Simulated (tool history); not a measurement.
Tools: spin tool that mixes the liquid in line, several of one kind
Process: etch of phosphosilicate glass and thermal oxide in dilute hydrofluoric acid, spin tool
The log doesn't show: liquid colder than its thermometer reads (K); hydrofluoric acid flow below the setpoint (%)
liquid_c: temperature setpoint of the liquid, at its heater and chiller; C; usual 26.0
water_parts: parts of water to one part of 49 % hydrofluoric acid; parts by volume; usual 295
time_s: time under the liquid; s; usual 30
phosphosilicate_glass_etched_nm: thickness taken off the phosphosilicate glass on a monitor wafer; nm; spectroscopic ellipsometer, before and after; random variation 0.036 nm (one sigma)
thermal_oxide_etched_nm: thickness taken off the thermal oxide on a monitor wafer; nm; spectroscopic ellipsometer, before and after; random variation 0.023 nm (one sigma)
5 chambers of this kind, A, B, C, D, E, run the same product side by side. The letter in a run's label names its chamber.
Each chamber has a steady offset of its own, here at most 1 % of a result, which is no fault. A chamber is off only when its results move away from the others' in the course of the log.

run   hour  liquid_c  water_parts  time_s  hours since the thermometer was replaced  hours since the hydrofluoric acid flow meter was replaced  read-back film thickness of the phosphosilicate glass reference wafer, read on the same gauge (nm)  read-back film thickness of the thermal oxide reference wafer, read on the same gauge (nm)  phosphosilicate_glass_etched_nm  thermal_oxide_etched_nm
 1A    3.1      26.0          295      30                                     475.2                                                      408.6                                                                                              109.99                                                                                      149.98                           9.4484                  0.41945
 2D    7.0      26.0          295      30                                    1433.3                                                      785.9                                                                                              109.98                                                                                      150.01                           9.4465                  0.41136
 3C   11.5      26.0          295      30                                     229.9                                                     1242.5                                                                                              110.00                                                                                      150.00                           9.3813                  0.36957
 4B   14.6      26.0          295      30                                    1772.1                                                     1635.9                                                                                              109.98                                                                                      150.02                           9.4814                  0.42574
 5E   18.6      26.0          295      30                                    1401.4                                                       19.6                                                                                              110.01                                                                                      149.99                           9.5108                  0.42585
 6B   21.7      26.0          295      30                                    1779.2                                                     1643.0                                                                                              109.98                                                                                      149.99                           9.3890                  0.41354
 7C   26.3      26.0          295      30                                     244.7                                                     1257.3                                                                                              109.99                                                                                      149.98                           9.3891                  0.38064
 8E   29.7      26.0          295      30                                    1412.5                                                       30.7                                                                                              110.01                                                                                      149.99                           9.6198                  0.41985
 9A   33.3      22.0          295      20                                     505.4                                                      438.8                                                                                              110.00                                                                                      150.02                           5.5031                  0.25992
10D   36.2      22.0          295      20                                    1462.5                                                      815.1                                                                                              110.02                                                                                      149.97                           5.5004                  0.23789
11E   40.5      22.0          295      20                                    1423.3                                                       41.5                                                                                              110.01                                                                                      150.00                           5.5612                  0.24862
12A   44.1      22.0          295      20                                     516.2                                                      449.6                                                                                              110.02                                                                                      149.99                           5.5229                  0.24651
13B   46.9      22.0          295      20                                    1804.4                                                     1668.2                                                                                              110.00                                                                                      149.99                           5.4583                  0.24329
14D   50.2      26.0          295      30                                    1476.5                                                      829.1                                                                                              109.97                                                                                      150.01                           9.4281                  0.38182
15C   53.7      26.0          295      30                                     272.1                                                     1284.7                                                                                              110.00                                                                                      150.00                           9.4419                  0.37095
16C   58.5      26.0          295      30                                     276.9                                                     1289.5                                                                                              110.02                                                                                      149.99                           9.4090                  0.41933
17B   63.8      26.0          295      30                                    1821.3                                                     1685.1                                                                                              110.00                                                                                      150.02                           9.4080                  0.42390
18E   67.1      26.0          295      30                                    1449.9                                                       68.1                                                                                              109.99                                                                                      149.99                           9.5570                  0.38955
19D   70.9      23.0          295      30                                    1497.2                                                      849.8                                                                                              110.00                                                                                      149.97                           8.6050                  0.38557
20A   73.9      23.0          295      30                                     546.0                                                      479.4                                                                                              110.00                                                                                      149.98                           8.5757                  0.35216
21E   78.3      23.0          295      30                                    1461.1                                                       79.3                                                                                              110.01                                                                                      150.01                           8.6070                  0.41417
22D   80.8      23.0          295      30                                    1507.1                                                      859.7                                                                                              109.97                                                                                      150.00                           8.5921                  0.39946
23B   86.0      23.0          295      30                                    1843.5                                                     1707.3                                                                                              109.98                                                                                      149.98                           8.5107                  0.42029
24C   89.0      27.5          295      20                                     307.4                                                     1320.0                                                                                              110.01                                                                                      150.04                           6.6016                  0.28728
25A   91.6      27.5          295      20                                     563.7                                                      497.1                                                                                              110.01                                                                                      150.01                           6.6385                  0.29620
26E   94.6      27.5          295      20                                    1477.4                                                       95.6                                                                                              109.99                                                                                      149.98                           6.6960                  0.30170
27C   98.8      27.5          295      20                                     317.2                                                     1329.8                                                                                              109.97                                                                                      149.99                           6.5698                  0.30744
28B  102.3      27.5          295      20                                    1859.8                                                     1723.6                                                                                              109.99                                                                                      150.00                           6.5950                  0.29052
29D  107.0      26.0          295      30                                    1533.3                                                      885.9                                                                                              110.02                                                                                      150.02                           9.5346                  0.39575
30A  110.4      27.5          295      40                                     582.5                                                      515.9                                                                                              109.99                                                                                      149.98                          13.2550                  0.59772
31C  114.2      27.5          295      40                                     332.6                                                     1345.2                                                                                              110.02                                                                                      149.99                          13.1590                  0.61781
32A  118.0      27.5          295      40                                     590.1                                                      523.5                                                                                              110.02                                                                                      149.98                          13.2090                  0.59753
33E  120.4      27.5          295      40                                    1503.2                                                      121.4                                                                                              110.00                                                                                      149.99                          13.4200                  0.59009
34D  123.3      27.5          295      40                                    1549.6                                                      902.2                                                                                              109.99                                                                                      149.99                          13.2230                  0.58683

Next, every chamber runs the same settings. What will each give?
35A  127.0      24.5          295      30                                                                                                                                                                                                                                                                                                                                     ?                        ?
35B  127.0      24.5          295      30                                                                                                                                                                                                                                                                                                                                     ?                        ?
35C  127.0      24.5          295      30                                                                                                                                                                                                                                                                                                                                     ?                        ?
35D  127.0      24.5          295      30                                                                                                                                                                                                                                                                                                                                     ?                        ?
35E  127.0      24.5          295      30                                                                                                                                                                                                                                                                                                                                     ?                        ?

run  phosphosilicate_glass_etched_nm  thermal_oxide_etched_nm
35A                           9.0428                  0.40353
35B                           8.9766                  0.36823
35C                           8.8327                  0.39549
35D                           9.0308                  0.39326
35E                           9.0717                  0.39171
